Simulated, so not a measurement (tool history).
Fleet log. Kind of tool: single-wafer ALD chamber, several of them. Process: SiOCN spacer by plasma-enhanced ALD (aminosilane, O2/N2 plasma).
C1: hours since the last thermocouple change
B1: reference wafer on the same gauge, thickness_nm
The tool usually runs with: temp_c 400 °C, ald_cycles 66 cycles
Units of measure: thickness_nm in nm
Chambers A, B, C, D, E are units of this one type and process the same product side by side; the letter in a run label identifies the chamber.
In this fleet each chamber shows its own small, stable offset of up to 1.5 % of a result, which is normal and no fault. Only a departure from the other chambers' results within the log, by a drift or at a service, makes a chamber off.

{"run": "1B", "hour": 11.5, "temp_c": 400, "ald_cycles": 66, "C1": 726.1, "B1": 3.9417, "thickness_nm": 4.0098}
{"run": "2D", "hour": 22.4, "temp_c": 400, "ald_cycles": 66, "C1": 1039.5, "B1": 3.9388, "thickness_nm": 3.9649}
{"run": "3A", "hour": 34.0, "temp_c": 400, "ald_cycles": 66, "C1": 1276.4, "B1": 3.9399, "thickness_nm": 3.9524}
{"run": "4C", "hour": 45.8, "temp_c": 400, "ald_cycles": 66, "C1": 1192.6, "B1": 3.9372, "thickness_nm": 3.9527}
{"run": "5E", "hour": 55.9, "temp_c": 400, "ald_cycles": 66, "C1": 505.6, "B1": 3.9393, "thickness_nm": 3.9971}
{"run": "6E", "hour": 65.9, "temp_c": 400, "ald_cycles": 66, "C1": 515.6, "B1": 3.9418, "thickness_nm": 3.9921}
{"run": "7B", "hour": 71.9, "temp_c": 400, "ald_cycles": 66, "C1": 786.5, "B1": 3.9389, "thickness_nm": 3.975}
{"run": "8A", "hour": 80.9, "temp_c": 395, "ald_cycles": 73, "C1": 1323.3, "B1": 3.9405, "thickness_nm": 4.3553}
{"run": "9D", "hour": 90.0, "temp_c": 395, "ald_cycles": 73, "C1": 1107.1, "B1": 3.9399, "thickness_nm": 4.3926}
{"run": "10C", "hour": 103.2, "temp_c": 395, "ald_cycles": 73, "C1": 1250, "B1": 3.9382, "thickness_nm": 4.3615}
{"run": "11D", "hour": 112.8, "temp_c": 395, "ald_cycles": 73, "C1": 1129.9, "B1": 3.9385, "thickness_nm": 4.4007}
{"run": "12A", "hour": 122.9, "temp_c": 395, "ald_cycles": 73, "C1": 1365.3, "B1": 3.9395, "thickness_nm": 4.3659}
{"run": "13C", "hour": 129.0, "temp_c": 400, "ald_cycles": 66, "C1": 1275.8, "B1": 3.9411, "thickness_nm": 3.9561}
{"run": "14B", "hour": 136.7, "temp_c": 400, "ald_cycles": 66, "C1": 851.3, "B1": 3.9402, "thickness_nm": 3.9854}
{"run": "15E", "hour": 144.3, "temp_c": 400, "ald_cycles": 66, "C1": 594, "B1": 3.9406, "thickness_nm": 4.0012}
{"run": "16D", "hour": 154.6, "temp_c": 400, "ald_cycles": 66, "C1": 1171.7, "B1": 3.9396, "thickness_nm": 3.988}
{"run": "17B", "hour": 164.5, "temp_c": 400, "ald_cycles": 66, "C1": 879.1, "B1": 3.9372, "thickness_nm": 3.9816}
{"run": "18E", "hour": 171.5, "temp_c": 400, "ald_cycles": 66, "C1": 621.2, "B1": 3.9405, "thickness_nm": 3.9973}
{"run": "19C", "hour": 183.9, "temp_c": 400, "ald_cycles": 66, "C1": 1330.7, "B1": 3.9411, "thickness_nm": 3.948}
{"run": "20A", "hour": 190.0, "temp_c": 400, "ald_cycles": 66, "C1": 1432.4, "B1": 3.942, "thickness_nm": 3.9376}
{"run": "21B", "hour": 202.2, "temp_c": 400, "ald_cycles": 66, "C1": 916.8, "B1": 3.94, "thickness_nm": 3.9863}
{"run": "22D", "hour": 213.9, "temp_c": 400, "ald_cycles": 66, "C1": 1231, "B1": 3.9389, "thickness_nm": 3.9762}
{"run": "23C", "hour": 220.7, "temp_c": 400, "ald_cycles": 66, "C1": 1367.5, "B1": 3.9418, "thickness_nm": 3.9348}
{"run": "24E", "hour": 234.6, "temp_c": 400, "ald_cycles": 66, "C1": 684.3, "B1": 3.94, "thickness_nm": 3.9919}
{"run": "25A", "hour": 246.0, "temp_c": 389, "ald_cycles": 78, "C1": 1488.4, "B1": 3.9401, "thickness_nm": 4.6435}
{"run": "26C", "hour": 255.2, "temp_c": 389, "ald_cycles": 78, "C1": 1402, "B1": 3.9418, "thickness_nm": 4.6698}
{"run": "27E", "hour": 264.8, "temp_c": 389, "ald_cycles": 78, "C1": 714.5, "B1": 3.9401, "thickness_nm": 4.7292}
{"run": "28A", "hour": 273.6, "temp_c": 389, "ald_cycles": 78, "C1": 1516, "B1": 3.9415, "thickness_nm": 4.6673}
{"run": "29D", "hour": 283.7, "temp_c": 389, "ald_cycles": 78, "C1": 1300.8, "B1": 3.9391, "thickness_nm": 4.6986}
{"run": "30B", "hour": 290.2, "temp_c": 400, "ald_cycles": 66, "C1": 1004.8, "B1": 3.9402, "thickness_nm": 3.9897}
{"run": "31C", "hour": 302.5, "temp_c": 400, "ald_cycles": 66, "C1": 1449.3, "B1": 3.9393, "thickness_nm": 3.9518}
{"hour": 310.5, "done": "chamber D: thermocouple changed; heater temperature recalibrated"}
{"run": "32D", "hour": 314.7, "temp_c": 400, "ald_cycles": 66, "C1": 4.3, "B1": 3.9415, "thickness_nm": 3.9787}
{"run": "33E", "hour": 326.4, "temp_c": 400, "ald_cycles": 66, "C1": 776.1, "B1": 3.9393, "thickness_nm": 3.9997}
{"run": "34A", "hour": 335.8, "temp_c": 400, "ald_cycles": 66, "C1": 1578.2, "B1": 3.9386, "thickness_nm": 3.9492}
{"run": "35B", "hour": 348.3, "temp_c": 400, "ald_cycles": 66, "C1": 1062.9, "B1": 3.9403, "thickness_nm": 3.995}
{"run": "36B", "hour": 357.3, "temp_c": 400, "ald_cycles": 66, "C1": 1071.9, "B1": 3.9386, "thickness_nm": 3.9762}
{"run": "37E", "hour": 363.9, "temp_c": 400, "ald_cycles": 66, "C1": 813.6, "B1": 3.9406, "thickness_nm": 4.0143}

For the next run the whole fleet of 5 chambers uses the same settings. Give each chamber's results:
{"run": "38A", "hour": 373.9, "temp_c": 400, "ald_cycles": 73, "thickness_nm": "?"}
{"run": "38B", "hour": 373.9, "temp_c": 400, "ald_cycles": 73, "thickness_nm": "?"}
{"run": "38C", "hour": 373.9, "temp_c": 400, "ald_cycles": 73, "thickness_nm": "?"}
{"run": "38D", "hour": 373.9, "temp_c": 400, "ald_cycles": 73, "thickness_nm": "?"}
{"run": "38E", "hour": 373.9, "temp_c": 400, "ald_cycles": 73, "thickness_nm": "?"}

run=38A thickness_nm=4.3576
run=38B thickness_nm=4.4115
run=38C thickness_nm=4.3651
run=38D thickness_nm=4.3952
run=38E thickness_nm=4.424

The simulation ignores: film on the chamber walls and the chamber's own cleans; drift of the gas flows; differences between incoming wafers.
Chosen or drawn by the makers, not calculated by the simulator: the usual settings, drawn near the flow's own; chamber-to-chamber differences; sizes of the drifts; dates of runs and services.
